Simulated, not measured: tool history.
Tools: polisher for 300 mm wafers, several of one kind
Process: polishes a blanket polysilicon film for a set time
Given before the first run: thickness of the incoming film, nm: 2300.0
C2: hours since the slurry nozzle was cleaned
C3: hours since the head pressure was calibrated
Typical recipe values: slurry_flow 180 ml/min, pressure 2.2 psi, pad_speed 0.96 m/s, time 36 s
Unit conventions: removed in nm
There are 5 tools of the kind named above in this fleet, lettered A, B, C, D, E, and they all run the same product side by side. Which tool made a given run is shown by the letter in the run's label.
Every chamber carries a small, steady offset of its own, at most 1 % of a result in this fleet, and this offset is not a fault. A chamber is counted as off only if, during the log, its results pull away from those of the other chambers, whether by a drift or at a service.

{"run": "1E", "hour": 2.3, "slurry_flow": 180, "pressure": 2.2, "pad_speed": 0.96, "time": 36, "wafers polished on this pad": 325, "C2": 11.6, "C3": 547.7, "removed": 239.03}
{"run": "2A", "hour": 7.0, "slurry_flow": 180, "pressure": 2.2, "pad_speed": 0.96, "time": 36, "wafers polished on this pad": 324, "C2": 587.7, "C3": 765.7, "removed": 234.04}
{"run": "3C", "hour": 10.1, "slurry_flow": 180, "pressure": 2.2, "pad_speed": 0.96, "time": 36, "wafers polished on this pad": 662, "C2": 29, "C3": 835, "removed": 235.22}
{"run": "4D", "hour": 12.7, "slurry_flow": 180, "pressure": 2.2, "pad_speed": 0.96, "time": 36, "wafers polished on this pad": 1602, "C2": 211.2, "C3": 176.2, "removed": 239.4}
{"hour": 13.1, "done": "chamber D: worn pad replaced by a new one"}
{"hour": 13.4, "done": "chamber E: worn pad replaced by a new one"}
{"run": "5B", "hour": 16.2, "slurry_flow": 180, "pressure": 2.2, "pad_speed": 0.96, "time": 36, "wafers polished on this pad": 566, "C2": 72.8, "C3": 390.4, "removed": 238.89}
{"hour": 19.0, "done": "chamber E: head pressure recalibrated"}
{"hour": 20.1, "done": "chamber C: worn pad replaced by a new one"}
{"hour": 20.5, "done": "chamber B: worn pad replaced by a new one"}
{"run": "6B", "hour": 21.0, "slurry_flow": 180, "pressure": 2.2, "pad_speed": 0.96, "time": 36, "wafers polished on this pad": 8, "C2": 77.6, "C3": 395.2, "removed": 239.98}
{"run": "7E", "hour": 26.2, "slurry_flow": 180, "pressure": 2.2, "pad_speed": 0.96, "time": 36, "wafers polished on this pad": 204, "C2": 35.5, "C3": 7.2, "removed": 237.5}
{"run": "8C", "hour": 28.8, "slurry_flow": 180, "pressure": 2.2, "pad_speed": 0.96, "time": 36, "wafers polished on this pad": 138, "C2": 47.7, "C3": 853.7, "removed": 235.26}
{"hour": 30.3, "done": "chamber A: worn pad replaced by a new one"}
{"run": "9D", "hour": 33.6, "slurry_flow": 180, "pressure": 2.2, "pad_speed": 0.96, "time": 36, "wafers polished on this pad": 326, "C2": 232.1, "C3": 197.1, "removed": 232.59}
{"run": "10A", "hour": 36.9, "slurry_flow": 180, "pressure": 2.2, "pad_speed": 0.96, "time": 36, "wafers polished on this pad": 106, "C2": 617.6, "C3": 795.6, "removed": 234.17}
{"run": "11A", "hour": 40.8, "slurry_flow": 180, "pressure": 2.2, "pad_speed": 0.96, "time": 36, "wafers polished on this pad": 168, "C2": 621.5, "C3": 799.5, "removed": 239.5}
{"run": "12E", "hour": 44.9, "slurry_flow": 180, "pressure": 2.8, "pad_speed": 0.96, "time": 29, "wafers polished on this pad": 501, "C2": 54.2, "C3": 25.9, "removed": 244.68}
{"hour": 46.4, "done": "chamber E: worn pad replaced by a new one"}
{"run": "13C", "hour": 48.6, "slurry_flow": 180, "pressure": 2.8, "pad_speed": 0.96, "time": 29, "wafers polished on this pad": 453, "C2": 67.5, "C3": 873.5, "removed": 243.11}
{"run": "14D", "hour": 53.4, "slurry_flow": 180, "pressure": 2.8, "pad_speed": 0.96, "time": 29, "wafers polished on this pad": 641, "C2": 251.9, "C3": 216.9, "removed": 237.09}
{"run": "15B", "hour": 55.9, "slurry_flow": 180, "pressure": 2.8, "pad_speed": 0.96, "time": 29, "wafers polished on this pad": 562, "C2": 112.5, "C3": 430.1, "removed": 244.16}
{"run": "16E", "hour": 58.2, "slurry_flow": 180, "pressure": 2.8, "pad_speed": 0.96, "time": 29, "wafers polished on this pad": 188, "C2": 67.5, "C3": 39.2, "removed": 243}
{"run": "17C", "hour": 62.3, "slurry_flow": 180, "pressure": 2.2, "pad_speed": 0.96, "time": 36, "wafers polished on this pad": 671, "C2": 81.2, "C3": 887.2, "removed": 234.85}
{"hour": 65.6, "done": "chamber B: worn pad replaced by a new one"}
{"run": "18D", "hour": 65.6, "slurry_flow": 180, "pressure": 2.2, "pad_speed": 0.96, "time": 44, "wafers polished on this pad": 835, "C2": 264.1, "C3": 229.1, "removed": 278.82}
{"hour": 67.8, "done": "chamber C: worn pad replaced by a new one"}
{"run": "19B", "hour": 68.0, "slurry_flow": 180, "pressure": 2.2, "pad_speed": 0.96, "time": 44, "wafers polished on this pad": 39, "C2": 124.6, "C3": 442.2, "removed": 295.07}
{"hour": 68.8, "done": "chamber A: worn pad replaced by a new one"}
{"hour": 69.1, "done": "chamber A: slurry nozzle cleaned"}
{"run": "20A", "hour": 71.6, "slurry_flow": 180, "pressure": 2.2, "pad_speed": 0.96, "time": 44, "wafers polished on this pad": 44, "C2": 2.5, "C3": 830.3, "removed": 289.3}
{"run": "21B", "hour": 74.1, "slurry_flow": 180, "pressure": 2.2, "pad_speed": 0.96, "time": 44, "wafers polished on this pad": 136, "C2": 130.7, "C3": 448.3, "removed": 296.05}
{"hour": 77.9, "done": "chamber E: worn pad replaced by a new one"}
{"run": "22E", "hour": 79.2, "slurry_flow": 180, "pressure": 2.2, "pad_speed": 0.96, "time": 44, "wafers polished on this pad": 22, "C2": 88.5, "C3": 60.2, "removed": 290.72}
{"run": "23D", "hour": 81.8, "slurry_flow": 180, "pressure": 2.2, "pad_speed": 0.96, "time": 36, "wafers polished on this pad": 1093, "C2": 280.3, "C3": 245.3, "removed": 226.92}
{"run": "24C", "hour": 85.7, "slurry_flow": 180, "pressure": 2.2, "pad_speed": 0.96, "time": 36, "wafers polished on this pad": 285, "C2": 104.6, "C3": 910.6, "removed": 236.57}
{"run": "25A", "hour": 89.6, "slurry_flow": 180, "pressure": 2.2, "pad_speed": 0.96, "time": 36, "wafers polished on this pad": 331, "C2": 20.5, "C3": 848.3, "removed": 235.26}
{"run": "26C", "hour": 93.8, "slurry_flow": 180, "pressure": 2.2, "pad_speed": 0.96, "time": 36, "wafers polished on this pad": 414, "C2": 112.7, "C3": 918.7, "removed": 233.72}
{"hour": 95.9, "done": "chamber D: worn pad replaced by a new one"}
{"run": "27E", "hour": 98.9, "slurry_flow": 180, "pressure": 2.2, "pad_speed": 0.96, "time": 36, "wafers polished on this pad": 335, "C2": 108.2, "C3": 79.9, "removed": 236.77}
{"run": "28B", "hour": 102.0, "slurry_flow": 180, "pressure": 2.2, "pad_speed": 0.96, "time": 36, "wafers polished on this pad": 579, "C2": 158.6, "C3": 476.2, "removed": 238.6}
{"run": "29D", "hour": 105.8, "slurry_flow": 140, "pressure": 1.7, "pad_speed": 0.96, "time": 36, "wafers polished on this pad": 157, "C2": 304.3, "C3": 269.3, "removed": 164.1}
{"hour": 107.7, "done": "chamber E: worn pad replaced by a new one"}
{"run": "30A", "hour": 108.5, "slurry_flow": 140, "pressure": 1.7, "pad_speed": 0.96, "time": 36, "wafers polished on this pad": 631, "C2": 39.4, "C3": 867.2, "removed": 175.21}
{"run": "31B", "hour": 111.0, "slurry_flow": 140, "pressure": 1.7, "pad_speed": 0.96, "time": 36, "wafers polished on this pad": 723, "C2": 167.6, "C3": 485.2, "removed": 178.91}
{"hour": 114.6, "done": "chamber A: worn pad replaced by a new one"}
{"run": "32A", "hour": 115.7, "slurry_flow": 140, "pressure": 1.7, "pad_speed": 0.96, "time": 36, "wafers polished on this pad": 17, "C2": 46.6, "C3": 874.4, "removed": 174.04}
{"run": "33C", "hour": 118.8, "slurry_flow": 140, "pressure": 1.7, "pad_speed": 0.96, "time": 36, "wafers polished on this pad": 811, "C2": 137.7, "C3": 943.7, "removed": 174.16}
{"run": "34E", "hour": 123.8, "slurry_flow": 180, "pressure": 2.2, "pad_speed": 0.96, "time": 36, "wafers polished on this pad": 257, "C2": 133.1, "C3": 104.8, "removed": 237.24}
{"hour": 124.6, "done": "chamber C: worn pad replaced by a new one"}
{"run": "35D", "hour": 128.5, "slurry_flow": 180, "pressure": 2.2, "pad_speed": 0.96, "time": 36, "wafers polished on this pad": 518, "C2": 327, "C3": 292, "removed": 215.86}
{"run": "36C", "hour": 132.7, "slurry_flow": 180, "pressure": 2.2, "pad_speed": 0.96, "time": 36, "wafers polished on this pad": 129, "C2": 151.6, "C3": 957.6, "removed": 233.89}
{"run": "37D", "hour": 136.1, "slurry_flow": 180, "pressure": 2.2, "pad_speed": 0.96, "time": 36, "wafers polished on this pad": 639, "C2": 334.6, "C3": 299.6, "removed": 216.54}

What goes on in this fleet: one chamber off, a drifting gauge, or nothing beyond the chambers' own small offsets? Name the chamber and the cause, if any.

It is chamber D that slowly wanders off from its peers.
Most likely cause: head's pressure below its setpoint, % = 8.99.
The log might look much the same if the cause were instead: slurry flow missing at the pad, %.

Chamber D could run next with any of the 4 candidate recipes listed below; each alters the usual settings, and their results appear as question marks. Which one brings its results back in line with what the other chambers deliver on the usual settings?
Counts as in line when no further than this from what the other chambers average on the usual settings: removed 7.3 nm
{"run": "38D-1", "hour": 139.8, "slurry_flow": 180, "pressure": 2.2, "pad_speed": 0.98, "time": 37, "removed": "?"}
{"run": "38D-2", "hour": 139.8, "slurry_flow": 180, "pressure": 2.2, "pad_speed": 0.96, "time": 40, "removed": "?"}
{"run": "38D-3", "hour": 139.8, "slurry_flow": 180, "pressure": 2.1, "pad_speed": 0.94, "time": 35, "removed": "?"}
{"run": "38D-4", "hour": 139.8, "slurry_flow": 180, "pressure": 2.2, "pad_speed": 0.96, "time": 35, "removed": "?"}

The other chambers' mean on the usual settings: removed 236.99 nm
run=38D-1 removed=226.25
run=38D-2 removed=239.62
run=38D-3 removed=195.84
run=38D-4 removed=209.67
Change 38D-2 lands the chamber within the allowed miss of the other chambers.
